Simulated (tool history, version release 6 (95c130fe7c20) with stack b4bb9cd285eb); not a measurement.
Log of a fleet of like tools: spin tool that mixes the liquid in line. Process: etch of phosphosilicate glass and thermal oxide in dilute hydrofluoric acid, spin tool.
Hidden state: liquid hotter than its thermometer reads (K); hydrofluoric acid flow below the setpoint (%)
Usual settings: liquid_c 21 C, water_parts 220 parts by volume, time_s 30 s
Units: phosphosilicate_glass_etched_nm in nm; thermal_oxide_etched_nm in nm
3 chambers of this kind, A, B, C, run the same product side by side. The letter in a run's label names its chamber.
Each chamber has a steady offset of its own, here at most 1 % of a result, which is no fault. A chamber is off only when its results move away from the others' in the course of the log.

| run | hour | liquid_c | water_parts | time_s | hours since the thermometer was replaced | hours since the hydrofluoric acid flow meter was replaced | read-back film thickness of the phosphosilicate glass reference wafer, read on the same gauge (nm) | read-back film thickness of the thermal oxide reference wafer, read on the same gauge (nm) | phosphosilicate_glass_etched_nm | thermal_oxide_etched_nm |
|---|---|---|---|---|---|---|---|---|---|---|
| 1A | 6 | 21 | 220 | 30 | 1051.5 | 412.8 | 140.02 | 29.996 | 7.2038 | 0.55379 |
| 2B | 11.3 | 21 | 220 | 30 | 1617 | 818.4 | 140.01 | 30.035 | 7.2745 | 0.52834 |
| 3C | 15.7 | 21 | 220 | 30 | 848.8 | 260 | 140 | 30.007 | 7.3327 | 0.54411 |
| 4B | 19 | 21 | 220 | 30 | 1624.7 | 826.1 | 139.99 | 29.985 | 7.2827 | 0.51029 |
| 5A | 23.7 | 21 | 330 | 30 | 1069.2 | 430.5 | 140 | 30.006 | 4.3457 | 0.32099 |
| 6C | 26.6 | 21 | 330 | 30 | 859.7 | 270.9 | 139.99 | 29.947 | 4.387 | 0.34219 |
| 7B | 29.3 | 21 | 330 | 30 | 1635 | 836.4 | 139.99 | 30.018 | 4.3473 | 0.32742 |
| 8A | 33.5 | 21 | 220 | 30 | 1079 | 440.3 | 140.01 | 29.967 | 7.2218 | 0.56689 |
| 9C | 37.7 | 19.5 | 220 | 15 | 870.8 | 282 | 139.97 | 30.029 | 3.432 | 0.2615 |
| 10A | 41.5 | 19.5 | 220 | 15 | 1087 | 448.3 | 140 | 30.002 | 3.4249 | 0.25517 |
| 11C | 44.6 | 19.5 | 220 | 15 | 877.7 | 288.9 | 140 | 30.01 | 3.4329 | 0.26274 |
|  | 47.2 | chamber A: hydrofluoric acid flow meter replaced |
| 12B | 50 | 17 | 220 | 45 | 1655.7 | 857.1 | 140 | 29.943 | 9.3502 | 0.67591 |
| 13C | 54.6 | 17 | 220 | 45 | 887.7 | 298.9 | 139.98 | 30.011 | 9.334 | 0.67274 |
| 14A | 60.2 | 17 | 220 | 45 | 1105.7 | 13.1 | 139.99 | 29.931 | 9.3491 | 0.71226 |
| 15B | 64.1 | 21 | 220 | 30 | 1669.8 | 871.2 | 139.98 | 30.02 | 7.2444 | 0.53115 |
| 16A | 68.8 | 19.5 | 220 | 30 | 1114.3 | 21.7 | 140 | 30.027 | 6.8213 | 0.4472 |
| 17B | 74.2 | 19.5 | 220 | 30 | 1679.9 | 881.3 | 139.99 | 29.971 | 6.8919 | 0.55798 |
| 18C | 80.1 | 19.5 | 220 | 30 | 913.2 | 324.4 | 140.02 | 30.028 | 6.8579 | 0.55784 |
| 19C | 85.5 | 21 | 220 | 30 | 918.6 | 329.8 | 139.99 | 29.992 | 7.2546 | 0.50655 |
| 20A | 89.9 | 21 | 220 | 30 | 1135.4 | 42.8 | 140 | 30.025 | 7.2698 | 0.49564 |
| 21B | 93.4 | 21 | 220 | 30 | 1699.1 | 900.5 | 140 | 30.058 | 7.2866 | 0.51812 |
| 22B | 96.7 | 21 | 220 | 30 | 1702.4 | 903.8 | 140 | 30.014 | 7.2745 | 0.50298 |
| 23A | 100.4 | 21 | 220 | 30 | 1145.9 | 53.3 | 140 | 29.962 | 7.2602 | 0.54007 |
| 24C | 104.6 | 21 | 220 | 30 | 937.7 | 348.9 | 140.01 | 29.998 | 7.3165 | 0.59396 |
| 25B | 109 | 21 | 220 | 30 | 1714.7 | 916.1 | 140.02 | 29.984 | 7.2475 | 0.53697 |
| 26C | 112.1 | 21 | 220 | 30 | 945.2 | 356.4 | 139.99 | 30.01 | 7.2997 | 0.54732 |
| 27A | 115.6 | 21 | 155 | 30 | 1161.1 | 68.5 | 140.01 | 29.997 | 10.997 | 0.84508 |
| 28C | 120.3 | 21 | 155 | 30 | 953.4 | 364.6 | 140 | 30.036 | 11.204 | 0.77551 |
| 29B | 124.3 | 21 | 155 | 30 | 1730 | 931.4 | 139.98 | 30.008 | 11.091 | 0.8219 |
|  | 126 | chamber A: thermometer replaced |
| 30A | 127.2 | 21 | 220 | 30 | 1.2 | 80.1 | 140.01 | 30.01 | 7.2631 | 0.56169 |
| 31A | 132.4 | 21 | 220 | 30 | 6.4 | 85.3 | 140.02 | 29.977 | 7.2359 | 0.54256 |
| 32C | 135.7 | 21 | 220 | 30 | 968.8 | 380 | 139.99 | 29.983 | 7.3267 | 0.52107 |
| 33B | 140.1 | 21 | 220 | 30 | 1745.8 | 947.2 | 139.99 | 29.999 | 7.2785 | 0.5604 |

What goes on in this fleet: one chamber off, a drifting gauge, or nothing beyond the chambers' own small offsets? Name the chamber and the cause, if any.

No chamber stands off beyond its own small offset, and the gauge holds steady.
